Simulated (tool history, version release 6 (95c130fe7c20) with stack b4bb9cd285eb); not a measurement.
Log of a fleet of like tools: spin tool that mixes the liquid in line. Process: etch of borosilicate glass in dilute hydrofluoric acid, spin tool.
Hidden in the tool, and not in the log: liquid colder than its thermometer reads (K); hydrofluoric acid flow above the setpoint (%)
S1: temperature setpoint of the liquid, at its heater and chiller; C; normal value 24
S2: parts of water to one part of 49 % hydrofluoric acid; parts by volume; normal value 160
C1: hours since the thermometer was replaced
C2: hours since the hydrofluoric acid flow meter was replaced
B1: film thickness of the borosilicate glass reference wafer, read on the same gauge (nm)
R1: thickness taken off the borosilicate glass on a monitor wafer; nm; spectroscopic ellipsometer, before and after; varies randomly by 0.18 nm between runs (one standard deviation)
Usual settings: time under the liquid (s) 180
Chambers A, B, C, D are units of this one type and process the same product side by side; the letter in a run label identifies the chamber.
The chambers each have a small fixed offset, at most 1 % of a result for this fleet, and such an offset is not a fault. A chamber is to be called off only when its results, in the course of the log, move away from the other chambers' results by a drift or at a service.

{"run": "1A", "day": 0.204, "S1": 24, "S2": 160, "time under the liquid (s)": 180, "C1": 571.7, "C2": 501.4, "B1": 149.98, "R1": 41.179}
{"run": "2B", "day": 0.421, "S1": 24, "S2": 160, "time under the liquid (s)": 180, "C1": 196, "C2": 59.1, "B1": 149.99, "R1": 41.029}
{"run": "3C", "day": 0.733, "S1": 24, "S2": 160, "time under the liquid (s)": 180, "C1": 341.8, "C2": 1711, "B1": 150.01, "R1": 41.149}
{"run": "4D", "day": 0.912, "S1": 24, "S2": 160, "time under the liquid (s)": 180, "C1": 113.8, "C2": 634.1, "B1": 149.98, "R1": 40.488}
{"run": "5B", "day": 1.225, "S1": 24, "S2": 160, "time under the liquid (s)": 100, "C1": 215.3, "C2": 78.4, "B1": 150.02, "R1": 22.634}
{"run": "6D", "day": 1.408, "S1": 24, "S2": 160, "time under the liquid (s)": 100, "C1": 125.7, "C2": 646, "B1": 150, "R1": 22.513}
{"run": "7C", "day": 1.654, "S1": 24, "S2": 160, "time under the liquid (s)": 100, "C1": 363.9, "C2": 1733.1, "B1": 150.01, "R1": 22.906}
{"run": "8A", "day": 1.842, "S1": 24, "S2": 160, "time under the liquid (s)": 100, "C1": 611, "C2": 540.7, "B1": 149.96, "R1": 22.736}
{"run": "9B", "day": 2.146, "S1": 24, "S2": 160, "time under the liquid (s)": 180, "C1": 237.4, "C2": 100.5, "B1": 149.98, "R1": 40.825}
{"run": "10D", "day": 2.367, "S1": 24, "S2": 160, "time under the liquid (s)": 180, "C1": 148.7, "C2": 669, "B1": 150.01, "R1": 40.549}
{"run": "11A", "day": 2.517, "S1": 24, "S2": 160, "time under the liquid (s)": 180, "C1": 627.2, "C2": 556.9, "B1": 150, "R1": 40.974}
{"run": "12C", "day": 2.854, "S1": 24, "S2": 160, "time under the liquid (s)": 180, "C1": 392.7, "C2": 1761.9, "B1": 150.02, "R1": 41.361}
{"run": "13D", "day": 3.15, "S1": 24, "S2": 160, "time under the liquid (s)": 180, "C1": 167.5, "C2": 687.8, "B1": 150.01, "R1": 40.576}
{"run": "14A", "day": 3.412, "S1": 24, "S2": 160, "time under the liquid (s)": 275, "C1": 648.7, "C2": 578.4, "B1": 150.01, "R1": 62.582}
{"run": "15C", "day": 3.75, "S1": 24, "S2": 160, "time under the liquid (s)": 275, "C1": 414.2, "C2": 1783.4, "B1": 149.99, "R1": 62.67}
{"run": "16B", "day": 4.083, "S1": 24, "S2": 160, "time under the liquid (s)": 275, "C1": 283.9, "C2": 147, "B1": 149.99, "R1": 62.288}
{"run": "17B", "day": 4.275, "S1": 24, "S2": 160, "time under the liquid (s)": 275, "C1": 288.5, "C2": 151.6, "B1": 150.01, "R1": 62.219}
{"run": "18A", "day": 4.596, "S1": 24, "S2": 160, "time under the liquid (s)": 180, "C1": 677.1, "C2": 606.8, "B1": 150.04, "R1": 40.742}
{"run": "19C", "day": 4.812, "S1": 26.5, "S2": 105, "time under the liquid (s)": 180, "C1": 439.7, "C2": 1808.9, "B1": 149.98, "R1": 72.916}
{"run": "20D", "day": 5.088, "S1": 26.5, "S2": 105, "time under the liquid (s)": 180, "C1": 214, "C2": 734.3, "B1": 149.98, "R1": 73.713}
{"run": "21B", "day": 5.242, "S1": 26.5, "S2": 105, "time under the liquid (s)": 180, "C1": 311.7, "C2": 174.8, "B1": 150, "R1": 73.843}
{"run": "22A", "day": 5.45, "S1": 26.5, "S2": 105, "time under the liquid (s)": 180, "C1": 697.6, "C2": 627.3, "B1": 150, "R1": 72.544}
{"run": "23D", "day": 5.721, "S1": 24, "S2": 160, "time under the liquid (s)": 180, "C1": 229.2, "C2": 749.5, "B1": 150, "R1": 40.884}
{"run": "24C", "day": 5.896, "S1": 24, "S2": 160, "time under the liquid (s)": 180, "C1": 465.7, "C2": 1834.9, "B1": 150.01, "R1": 41.555}
{"run": "25A", "day": 6.092, "S1": 24, "S2": 160, "time under the liquid (s)": 180, "C1": 713, "C2": 642.7, "B1": 149.99, "R1": 40.79}
{"run": "26C", "day": 6.379, "S1": 24, "S2": 160, "time under the liquid (s)": 180, "C1": 477.3, "C2": 1846.5, "B1": 149.99, "R1": 40.951}
{"run": "27B", "day": 6.725, "S1": 21, "S2": 160, "time under the liquid (s)": 180, "C1": 347.3, "C2": 210.4, "B1": 150.02, "R1": 36.267}

Has any chamber moved away from the others, gradually or after a service, or does the common gauge drift, or do the chambers differ only by their own small steady offsets? State the chamber and the most likely cause if one applies.

All chambers stay in line apart from their small fixed offsets, and the gauge does not drift.
